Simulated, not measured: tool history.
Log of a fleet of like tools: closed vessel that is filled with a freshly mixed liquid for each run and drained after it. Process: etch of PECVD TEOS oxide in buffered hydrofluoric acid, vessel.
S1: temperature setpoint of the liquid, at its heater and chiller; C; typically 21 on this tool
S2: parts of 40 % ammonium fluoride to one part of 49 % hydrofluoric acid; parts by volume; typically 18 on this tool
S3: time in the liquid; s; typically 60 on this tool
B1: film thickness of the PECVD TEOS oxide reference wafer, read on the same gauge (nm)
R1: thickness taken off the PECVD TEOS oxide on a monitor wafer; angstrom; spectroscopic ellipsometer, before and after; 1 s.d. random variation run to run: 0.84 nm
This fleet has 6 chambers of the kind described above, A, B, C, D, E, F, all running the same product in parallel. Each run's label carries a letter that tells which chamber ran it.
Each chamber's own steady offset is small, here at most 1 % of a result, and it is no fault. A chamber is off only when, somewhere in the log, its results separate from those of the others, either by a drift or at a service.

Run 1D, hour 7.8: usual settings; B1 119.96. Result: R1 934.05 angstrom.
Run 2C, hour 14.6: usual settings; B1 120. Result: R1 945.05 angstrom.
Run 3A, hour 25.6: usual settings; B1 119.99. Result: R1 943.88 angstrom.
Run 4E, hour 38.2: usual settings; B1 119.96. Result: R1 942.58 angstrom.
Run 5B, hour 44.9: usual settings but S1 17 C, S2 22 parts by volume; B1 120.02. Result: R1 631.09 angstrom.
Run 6F, hour 55.2: usual settings but S1 17 C, S2 22 parts by volume; B1 120.05. Result: R1 639.75 angstrom.
Run 7E, hour 63.4: usual settings but S1 17 C, S2 22 parts by volume; B1 120.01. Result: R1 639.16 angstrom.
Run 8D, hour 72.2: usual settings but S1 17 C, S2 22 parts by volume; B1 120. Result: R1 616.21 angstrom.
Run 9C, hour 86.3: usual settings but S1 17 C, S2 22 parts by volume; B1 120.01. Result: R1 626.48 angstrom.
Run 10F, hour 96: usual settings but S1 17 C, S2 22 parts by volume; B1 120.01. Result: R1 634.93 angstrom.
Run 11B, hour 110: usual settings; B1 119.97. Result: R1 927.86 angstrom.
Run 12A, hour 124.5: usual settings; B1 120.01. Result: R1 954.27 angstrom.
Run 13D, hour 135: usual settings; B1 119.96. Result: R1 926.41 angstrom.
Run 14A, hour 145.6: usual settings; B1 119.99. Result: R1 942.41 angstrom.
Run 15C, hour 152.2: usual settings but S1 23.5 C; B1 120. Result: R1 1098.4 angstrom.
Run 16E, hour 166.1: usual settings but S1 23.5 C; B1 119.96. Result: R1 1079.5 angstrom.
Run 17F, hour 173.2: usual settings but S1 23.5 C; B1 120.03. Result: R1 1086.1 angstrom.
At hour 174.3: chamber D: hydrofluoric acid flow meter replaced.
Run 18B, hour 182.3: usual settings but S1 23.5 C; B1 119.96. Result: R1 1091.4 angstrom.
Run 19A, hour 192.7: usual settings but S1 23.5 C; B1 119.98. Result: R1 1100.1 angstrom.
Run 20D, hour 201: usual settings but S1 23.5 C; B1 120. Result: R1 1065.7 angstrom.
Run 21C, hour 208: usual settings; B1 120.01. Result: R1 939.69 angstrom.
Run 22B, hour 220.9: usual settings; B1 120.03. Result: R1 941.81 angstrom.
Run 23E, hour 228.7: usual settings; B1 120.02. Result: R1 947.16 angstrom.
At hour 231.2: chamber E: thermometer replaced.
Run 24F, hour 242.7: usual settings but S1 18.5 C, S2 20.5 parts by volume; B1 119.98. Result: R1 723.25 angstrom.
Run 25F, hour 251: usual settings but S1 18.5 C, S2 20.5 parts by volume; B1 120.03. Result: R1 731.35 angstrom.
Run 26D, hour 257.8: usual settings but S1 18.5 C, S2 20.5 parts by volume; B1 120. Result: R1 703.09 angstrom.
Run 27C, hour 272: usual settings but S1 18.5 C, S2 20.5 parts by volume; B1 120.01. Result: R1 720.5 angstrom.
Run 28A, hour 282.3: usual settings but S1 18.5 C, S2 20.5 parts by volume; B1 119.99. Result: R1 751.87 angstrom.
At hour 286.9: chamber B: thermometer replaced.
Run 29E, hour 290.3: usual settings but S1 18.5 C, S2 20.5 parts by volume; B1 119.98. Result: R1 722.47 angstrom.
Run 30B, hour 298.1: usual settings; B1 120. Result: R1 919.68 angstrom.
Run 31B, hour 311.5: usual settings; B1 120.04. Result: R1 922.21 angstrom.
Run 32C, hour 322.7: usual settings but S2 24.5 parts by volume, S3 30 s; B1 120.03. Result: R1 366.89 angstrom.
Run 33F, hour 336.3: usual settings but S2 24.5 parts by volume, S3 30 s; B1 120.02. Result: R1 370.98 angstrom.
Run 34E, hour 347.9: usual settings but S2 24.5 parts by volume, S3 30 s; B1 119.97. Result: R1 368.89 angstrom.
At hour 350.9: chamber C: hydrofluoric acid flow meter replaced.
Run 35A, hour 357.1: usual settings but S2 24.5 parts by volume, S3 30 s; B1 119.98. Result: R1 391.03 angstrom.
Run 36D, hour 369.4: usual settings but S2 24.5 parts by volume, S3 30 s; B1 120.01. Result: R1 360.88 angstrom.
Run 37C, hour 383.7: usual settings but S2 24.5 parts by volume, S3 30 s; B1 120.02. Result: R1 366.23 angstrom.
Run 38E, hour 392.5: usual settings; B1 120.05. Result: R1 953.27 angstrom.
Run 39A, hour 399.5: usual settings; B1 119.98. Result: R1 976.73 angstrom.
Run 40B, hour 406.1: usual settings but S1 24 C, S3 30 s; B1 120.01. Result: R1 541.26 angstrom.
Run 41F, hour 419.6: usual settings but S1 24 C, S3 30 s; B1 119.97. Result: R1 562.65 angstrom.
Run 42D, hour 429.6: usual settings but S1 24 C, S3 30 s; B1 119.98. Result: R1 548.58 angstrom.
Run 43F, hour 442.2: usual settings but S1 24 C, S3 30 s; B1 119.99. Result: R1 561.98 angstrom.

Is one chamber off against the others, does the gauge drift, or is nothing wrong? If a chamber is off, say which, and what the likeliest cause is.

Little by little, chamber A moves away from the other chambers.
What lies behind it: liquid hotter than its thermometer reads (K) = 1.3.
The log might look much the same if the cause were instead: hydrofluoric acid flow above the setpoint (%).

Below are 4 candidate recipes for chamber A's next run, each the usual settings with a change, their results shown as question marks. Which of them brings A's results back in line with what the other chambers give on the usual settings?
Maximum distance from the other chambers' mean on the usual settings for a result to count as in line: R1 29 angstrom
Run 44A-1, hour 452.7: usual settings but S1 21.5 C, S2 17.5 parts by volume, S3 65 s. Result: R1 ?.
Run 44A-2, hour 452.7: usual settings but S1 18.5 C. Result: R1 ?.
Run 44A-3, hour 452.7: usual settings but S1 20.5 C, S2 19 parts by volume. Result: R1 ?.
Run 44A-4, hour 452.7: usual settings but S3 65 s. Result: R1 ?.

The other chambers' mean on the usual settings: R1 935.75 angstrom
  run      R1
44A-1  1149.9
44A-2  875.12
44A-3  926.64
44A-4    1088
With 44A-3, the chamber falls back in line with the rest.
